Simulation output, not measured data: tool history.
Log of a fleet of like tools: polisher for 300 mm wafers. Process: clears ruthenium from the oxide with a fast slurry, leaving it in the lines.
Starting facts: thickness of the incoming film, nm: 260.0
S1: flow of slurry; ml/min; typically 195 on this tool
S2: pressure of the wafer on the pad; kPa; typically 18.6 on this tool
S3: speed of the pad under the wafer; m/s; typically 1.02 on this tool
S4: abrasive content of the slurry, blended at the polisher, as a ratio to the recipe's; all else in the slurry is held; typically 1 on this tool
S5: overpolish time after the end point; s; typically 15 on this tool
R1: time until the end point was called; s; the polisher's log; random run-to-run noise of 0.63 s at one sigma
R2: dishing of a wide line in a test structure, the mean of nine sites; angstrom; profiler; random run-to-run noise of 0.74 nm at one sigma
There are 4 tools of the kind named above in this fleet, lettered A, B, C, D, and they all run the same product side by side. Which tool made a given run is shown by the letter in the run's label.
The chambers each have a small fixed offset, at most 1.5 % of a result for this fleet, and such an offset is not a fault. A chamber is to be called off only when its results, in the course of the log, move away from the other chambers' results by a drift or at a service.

| run | hour | S1 | S2 | S3 | S4 | S5 | R1 | R2 |
|---|---|---|---|---|---|---|---|---|
|  | 0.3 | chamber D: slurry blender recalibrated |
| 1C | 3.8 | 195 | 18.6 | 1.02 | 1 | 15 | 68.674 | 414.36 |
| 2B | 11 | 195 | 18.6 | 1.02 | 1 | 15 | 68.06 | 404.27 |
|  | 11.3 | chamber C: worn pad replaced by a new one |
|  | 12.2 | chamber B: slurry blender recalibrated |
| 3A | 17.9 | 195 | 18.6 | 1.02 | 1 | 15 | 67.14 | 416.83 |
| 4D | 23.3 | 195 | 18.6 | 1.02 | 1 | 15 | 67.926 | 408.71 |
| 5A | 28.8 | 195 | 18.6 | 1.02 | 1 | 15 | 68.537 | 410.01 |
| 6B | 34.9 | 195 | 18.6 | 1.02 | 1 | 15 | 69.434 | 417.47 |
| 7C | 41.3 | 195 | 18.6 | 1.02 | 1 | 15 | 67.943 | 404.01 |
| 8D | 49.4 | 195 | 18.6 | 1.02 | 1 | 15 | 67.913 | 409.65 |
| 9C | 53.4 | 195 | 18.6 | 1.02 | 1 | 15 | 67.482 | 407.04 |
|  | 54.5 | chamber D: worn pad replaced by a new one |
| 10D | 61.4 | 195 | 18.6 | 1.02 | 1 | 15 | 68.46 | 413.39 |
|  | 64.9 | chamber A: worn pad replaced by a new one |
|  | 65.2 | chamber C: worn pad replaced by a new one |
| 11A | 69.7 | 195 | 18.6 | 1.02 | 1 | 15 | 69.23 | 409.53 |
|  | 71.6 | chamber B: worn pad replaced by a new one |
| 12B | 76 | 195 | 18.6 | 1.02 | 1 | 15 | 68.109 | 412.75 |
| 13C | 83.8 | 195 | 18.6 | 1.18 | 1 | 11 | 58.649 | 357.55 |
| 14A | 89.3 | 195 | 18.6 | 1.18 | 1 | 11 | 60.653 | 342.69 |
| 15D | 94.4 | 195 | 18.6 | 1.18 | 1 | 11 | 58.972 | 366.9 |
| 16B | 100.8 | 195 | 18.6 | 1.18 | 1 | 11 | 58.391 | 362.62 |
| 17C | 106.8 | 195 | 18.6 | 1.02 | 1 | 15 | 69.332 | 411.56 |
| 18D | 114.5 | 195 | 18.6 | 1.02 | 1 | 15 | 69.219 | 418.07 |
| 19B | 122.9 | 195 | 18.6 | 1.02 | 1 | 15 | 68.158 | 411.98 |
|  | 126.5 | chamber C: worn pad replaced by a new one |
| 20A | 129.4 | 195 | 18.6 | 1.22 | 1 | 8 | 61.102 | 266.17 |
|  | 134.7 | chamber A: worn pad replaced by a new one |
|  | 136.2 | chamber C: slurry blender recalibrated |
| 21A | 137.4 | 195 | 18.6 | 1.22 | 1 | 8 | 61.498 | 263.03 |
|  | 141.2 | chamber D: worn pad replaced by a new one |
| 22C | 142.1 | 195 | 18.6 | 1.22 | 1 | 8 | 58.221 | 295.09 |
| 23B | 147.3 | 195 | 18.6 | 1.22 | 1 | 8 | 57.971 | 277.55 |
|  | 152.7 | chamber B: worn pad replaced by a new one |
| 24D | 152.7 | 195 | 18.6 | 1.02 | 1 | 15 | 68.804 | 408.16 |
| 25C | 158.7 | 195 | 18.6 | 1.02 | 1 | 15 | 68.866 | 408.84 |
| 26D | 165.4 | 195 | 18.6 | 1.02 | 0.8 | 7 | 75.104 | 196.74 |
| 27B | 173.3 | 195 | 18.6 | 1.02 | 0.8 | 7 | 75.222 | 196.43 |
|  | 176 | chamber D: slurry nozzle cleaned |
| 28A | 177.9 | 195 | 18.6 | 1.02 | 0.8 | 7 | 83.495 | 174.02 |
| 29B | 184.3 | 195 | 18.6 | 1.02 | 0.8 | 7 | 75.711 | 192.91 |
| 30D | 190.6 | 195 | 18.6 | 1.02 | 1 | 15 | 68.665 | 417.09 |

Has any chamber moved away from the others, gradually or after a service, or does the common gauge drift, or do the chambers differ only by their own small steady offsets? State the chamber and the most likely cause if one applies.

Little by little, chamber A moves away from the other chambers.
Most likely cause: head's pressure below its setpoint, % = 10.4.
Not necessarily distinguishable in this log from: slurry flow missing at the pad, %; abrasive missing from the slurry, %.

Which of the 4 candidates below, each the usual settings with something changed and its results left as question marks, puts chamber A back in line with what the other chambers give on the usual settings?
Allowed miss from the other chambers' usual-settings mean, per result, to count as in line: R1 2.2 s; R2 26 angstrom
| 31A-1 | 196.8 | 195 | 18.6 | 1.04 | 1 | 15 | ? | ? |
| 31A-2 | 196.8 | 195 | 19.3 | 1.08 | 1 | 16 | ? | ? |
| 31A-3 | 196.8 | 195 | 18.6 | 1 | 1 | 15 | ? | ? |
| 31A-4 | 196.8 | 195 | 17.9 | 0.96 | 1 | 15 | ? | ? |

On the usual settings, the other chambers give on average: R1 68.545 s; R2 410.27 angstrom
| run | R1 | R2 |
|---|---|---|
| 31A-1 | 74.918 | 376.58 |
| 31A-2 | 69.507 | 419.66 |
| 31A-3 | 77.961 | 364.86 |
| 31A-4 | 84.416 | 342.22 |
Change 31A-2 lands the chamber within the allowed miss of the other chambers.
